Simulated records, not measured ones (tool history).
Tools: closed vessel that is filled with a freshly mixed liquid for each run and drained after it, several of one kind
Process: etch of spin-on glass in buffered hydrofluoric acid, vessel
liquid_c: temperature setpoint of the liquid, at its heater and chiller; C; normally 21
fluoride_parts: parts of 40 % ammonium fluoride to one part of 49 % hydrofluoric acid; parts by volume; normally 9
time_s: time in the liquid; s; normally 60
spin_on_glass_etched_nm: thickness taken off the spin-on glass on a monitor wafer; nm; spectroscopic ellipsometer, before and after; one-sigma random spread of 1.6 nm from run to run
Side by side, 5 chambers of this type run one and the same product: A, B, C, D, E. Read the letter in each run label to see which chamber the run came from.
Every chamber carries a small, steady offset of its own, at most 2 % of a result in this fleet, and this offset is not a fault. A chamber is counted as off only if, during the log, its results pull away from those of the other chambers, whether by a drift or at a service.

run	hour	liquid_c	fluoride_parts	time_s	hours since the thermometer was replaced	hours since the hydrofluoric acid flow meter was replaced	read-back film thickness of the spin-on glass reference wafer, read on the same gauge (nm)	spin_on_glass_etched_nm
1E	9.7	21	9	60	1279	506.9	40.007	165.69
2D	18.4	21	9	60	513	1498.4	39.994	163.54
3B	26.8	21	9	60	507.8	415.2	40.003	163
4C	36.2	21	9	60	315	1264.9	39.991	165.05
5A	44.6	18	9	35	991.5	360	39.993	82.797
6A	53.5	18	9	35	1000.4	368.9	39.99	81.934
7B	58.8	18	9	35	539.8	447.2	40.003	80.594
8C	70.9	18	9	35	349.7	1299.6	40.002	82.664
# hour 80.8: chamber A: thermometer replaced
9D	82.5	18	9	35	577.1	1562.5	39.989	82.426
10E	89.7	21	9	60	1359	586.9	40.012	164.56
11A	97.5	21	9	60	16.7	412.9	40.002	165.32
12C	105.6	21	9	60	384.4	1334.3	40.001	163.84
13B	111.2	21	9	60	592.2	499.6	40.02	165.65
14E	117.3	21	9	60	1386.6	614.5	39.991	164.36
15D	128.5	21	9	60	623.1	1608.5	40.003	163.69
16C	134.3	21	9	60	413.1	1363	40	164.74
17B	139.7	21	9	60	620.7	528.1	39.995	164.53
18D	148.2	21	9	60	642.8	1628.2	40.002	164.83
19E	160	21	9	60	1429.3	657.2	39.993	166.77
20A	170.6	21	9	60	89.8	486	39.997	168.77
21D	180.3	21	9	60	674.9	1660.3	39.999	168.77
# hour 182.7: chamber D: hydrofluoric acid flow meter replaced
22A	186.9	21	9	60	106.1	502.3	40.003	166.26
# hour 197.4: chamber A: hydrofluoric acid flow meter replaced
23B	197.8	21	9	60	678.8	586.2	40.002	161.26
24E	209.7	23	9	60	1479	706.9	39.987	180.95
25C	216.3	23	9	60	495.1	1445	39.996	182.76
26B	222.8	23	9	60	703.8	611.2	39.996	181.25
27A	234.3	23	9	60	153.5	37	39.991	187.33
28C	239.8	23	9	60	518.6	1468.5	39.999	183.35
29D	245.1	21	9	60	739.7	62.4	40.001	164.8
30E	256	21	9	60	1525.3	753.2	40.008	162.46

One chamber off, gauge drift, or nothing amiss beyond the chambers' own small offsets? If it is a chamber, which one, and what is the likeliest cause?

Beyond each chamber's small constant offset nothing stands out, and the gauge stays steady.
